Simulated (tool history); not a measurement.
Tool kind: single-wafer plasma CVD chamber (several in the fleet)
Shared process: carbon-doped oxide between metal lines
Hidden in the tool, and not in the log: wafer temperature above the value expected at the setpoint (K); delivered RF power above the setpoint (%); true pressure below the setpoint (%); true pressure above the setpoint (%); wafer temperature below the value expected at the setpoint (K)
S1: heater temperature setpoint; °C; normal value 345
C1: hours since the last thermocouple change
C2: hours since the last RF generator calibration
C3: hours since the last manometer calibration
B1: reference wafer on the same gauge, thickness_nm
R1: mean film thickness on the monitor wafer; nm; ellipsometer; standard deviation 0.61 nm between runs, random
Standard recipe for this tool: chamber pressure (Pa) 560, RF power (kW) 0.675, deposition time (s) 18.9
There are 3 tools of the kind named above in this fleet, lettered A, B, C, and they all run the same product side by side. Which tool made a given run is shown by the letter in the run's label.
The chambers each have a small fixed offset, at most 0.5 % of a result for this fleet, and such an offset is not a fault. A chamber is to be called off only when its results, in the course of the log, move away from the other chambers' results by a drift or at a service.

run 1C hour=3.5 | S1=345 chamber_pressure_(Pa)=560 RF_power_(kW)=0.675 deposition_time_(s)=18.9 | C1=785.1 C2=1182.2 C3=709.0 | B1=108.00 | R1=115.77
run 2A hour=9.7 | S1=345 chamber_pressure_(Pa)=560 RF_power_(kW)=0.675 deposition_time_(s)=18.9 | C1=1132.3 C2=497.9 C3=828.8 | B1=108.13 | R1=116.40
run 3B hour=15.8 | S1=345 chamber_pressure_(Pa)=560 RF_power_(kW)=0.675 deposition_time_(s)=18.9 | C1=228.8 C2=915.0 C3=975.2 | B1=108.01 | R1=115.99
run 4A hour=22.5 | S1=345 chamber_pressure_(Pa)=560 RF_power_(kW)=0.675 deposition_time_(s)=18.9 | C1=1145.1 C2=510.7 C3=841.6 | B1=107.90 | R1=115.20
run 5B hour=29.0 | S1=345 chamber_pressure_(Pa)=560 RF_power_(kW)=0.675 deposition_time_(s)=18.9 | C1=242.0 C2=928.2 C3=988.4 | B1=108.03 | R1=114.21
run 6C hour=34.6 | S1=345 chamber_pressure_(Pa)=560 RF_power_(kW)=0.675 deposition_time_(s)=18.9 | C1=816.2 C2=1213.3 C3=740.1 | B1=108.02 | R1=115.81
run 7C hour=40.1 | S1=345 chamber_pressure_(Pa)=465 RF_power_(kW)=0.615 deposition_time_(s)=18.9 | C1=821.7 C2=1218.8 C3=745.6 | B1=108.13 | R1=107.20
run 8B hour=44.8 | S1=345 chamber_pressure_(Pa)=465 RF_power_(kW)=0.615 deposition_time_(s)=18.9 | C1=257.8 C2=944.0 C3=1004.2 | B1=107.96 | R1=107.33
run 9A hour=51.4 | S1=345 chamber_pressure_(Pa)=465 RF_power_(kW)=0.615 deposition_time_(s)=18.9 | C1=1174.0 C2=539.6 C3=870.5 | B1=107.96 | R1=106.94
run 10A hour=55.1 | S1=345 chamber_pressure_(Pa)=479 RF_power_(kW)=0.675 deposition_time_(s)=18.9 | C1=1177.7 C2=543.3 C3=874.2 | B1=107.96 | R1=113.57
run 11B hour=59.0 | S1=345 chamber_pressure_(Pa)=479 RF_power_(kW)=0.675 deposition_time_(s)=18.9 | C1=272.0 C2=958.2 C3=1018.4 | B1=107.97 | R1=113.16
run 12C hour=62.9 | S1=345 chamber_pressure_(Pa)=479 RF_power_(kW)=0.675 deposition_time_(s)=18.9 | C1=844.5 C2=1241.6 C3=768.4 | B1=107.93 | R1=113.88
run 13B hour=66.1 | S1=345 chamber_pressure_(Pa)=560 RF_power_(kW)=0.675 deposition_time_(s)=18.9 | C1=279.1 C2=965.3 C3=1025.5 | B1=108.01 | R1=116.69
run 14C hour=71.6 | S1=345 chamber_pressure_(Pa)=560 RF_power_(kW)=0.675 deposition_time_(s)=18.9 | C1=853.2 C2=1250.3 C3=777.1 | B1=108.02 | R1=114.64
run 15A hour=75.0 | S1=345 chamber_pressure_(Pa)=560 RF_power_(kW)=0.675 deposition_time_(s)=18.9 | C1=1197.6 C2=563.2 C3=894.1 | B1=107.96 | R1=115.09
run 16C hour=81.8 | S1=345 chamber_pressure_(Pa)=560 RF_power_(kW)=0.675 deposition_time_(s)=18.9 | C1=863.4 C2=1260.5 C3=787.3 | B1=107.79 | R1=116.04
run 17A hour=87.8 | S1=345 chamber_pressure_(Pa)=560 RF_power_(kW)=0.675 deposition_time_(s)=18.9 | C1=1210.4 C2=576.0 C3=906.9 | B1=108.01 | R1=116.09
run 18B hour=93.9 | S1=345 chamber_pressure_(Pa)=560 RF_power_(kW)=0.675 deposition_time_(s)=16.4 | C1=306.9 C2=993.1 C3=1053.3 | B1=107.87 | R1=100.24
run 19C hour=99.2 | S1=345 chamber_pressure_(Pa)=560 RF_power_(kW)=0.675 deposition_time_(s)=16.4 | C1=880.8 C2=1277.9 C3=804.7 | B1=107.98 | R1=100.79
run 20B hour=106.0 | S1=345 chamber_pressure_(Pa)=560 RF_power_(kW)=0.675 deposition_time_(s)=16.4 | C1=319.0 C2=1005.2 C3=1065.4 | B1=107.99 | R1=101.51
run 21A hour=109.3 | S1=345 chamber_pressure_(Pa)=560 RF_power_(kW)=0.675 deposition_time_(s)=18.9 | C1=1231.9 C2=597.5 C3=928.4 | B1=108.04 | R1=115.39
run 22B hour=114.0 | S1=345 chamber_pressure_(Pa)=560 RF_power_(kW)=0.675 deposition_time_(s)=18.9 | C1=327.0 C2=1013.2 C3=1073.4 | B1=108.05 | R1=115.78
run 23A hour=117.8 | S1=345 chamber_pressure_(Pa)=560 RF_power_(kW)=0.675 deposition_time_(s)=18.9 | C1=1240.4 C2=606.0 C3=936.9 | B1=108.11 | R1=115.86
run 24C hour=120.8 | S1=345 chamber_pressure_(Pa)=560 RF_power_(kW)=0.675 deposition_time_(s)=18.9 | C1=902.4 C2=1299.5 C3=826.3 | B1=107.95 | R1=115.16
run 25C hour=126.6 | S1=345 chamber_pressure_(Pa)=560 RF_power_(kW)=0.675 deposition_time_(s)=18.9 | C1=908.2 C2=1305.3 C3=832.1 | B1=108.02 | R1=116.02
run 26A hour=132.7 | S1=345 chamber_pressure_(Pa)=696 RF_power_(kW)=0.635 deposition_time_(s)=18.9 | C1=1255.3 C2=620.9 C3=951.8 | B1=108.00 | R1=114.33
run 27B hour=136.7 | S1=345 chamber_pressure_(Pa)=696 RF_power_(kW)=0.635 deposition_time_(s)=18.9 | C1=349.7 C2=1035.9 C3=1096.1 | B1=108.06 | R1=115.22
run 28B hour=142.6 | S1=345 chamber_pressure_(Pa)=696 RF_power_(kW)=0.635 deposition_time_(s)=18.9 | C1=355.6 C2=1041.8 C3=1102.0 | B1=108.14 | R1=114.23
run 29A hour=149.2 | S1=345 chamber_pressure_(Pa)=560 RF_power_(kW)=0.675 deposition_time_(s)=18.9 | C1=1271.8 C2=637.4 C3=968.3 | B1=107.98 | R1=115.57
run 30C hour=152.1 | S1=345 chamber_pressure_(Pa)=560 RF_power_(kW)=0.675 deposition_time_(s)=18.9 | C1=933.7 C2=1330.8 C3=857.6 | B1=107.93 | R1=115.48
run 31C hour=155.9 | S1=345 chamber_pressure_(Pa)=560 RF_power_(kW)=0.675 deposition_time_(s)=18.9 | C1=937.5 C2=1334.6 C3=861.4 | B1=107.84 | R1=115.55
run 32B hour=159.4 | S1=345 chamber_pressure_(Pa)=560 RF_power_(kW)=0.675 deposition_time_(s)=18.9 | C1=372.4 C2=1058.6 C3=1118.8 | B1=107.87 | R1=114.62
run 33A hour=163.1 | S1=345 chamber_pressure_(Pa)=560 RF_power_(kW)=0.675 deposition_time_(s)=18.9 | C1=1285.7 C2=651.3 C3=982.2 | B1=108.05 | R1=117.13
run 34A hour=167.6 | S1=345 chamber_pressure_(Pa)=560 RF_power_(kW)=0.675 deposition_time_(s)=18.9 | C1=1290.2 C2=655.8 C3=986.7 | B1=108.04 | R1=115.64

Is one chamber out of step, is the gauge drifting, or do the chambers differ by no more than their own small offsets? For an off chamber, give its letter and the likeliest cause.

No chamber stands off beyond its own small offset, and the gauge holds steady.
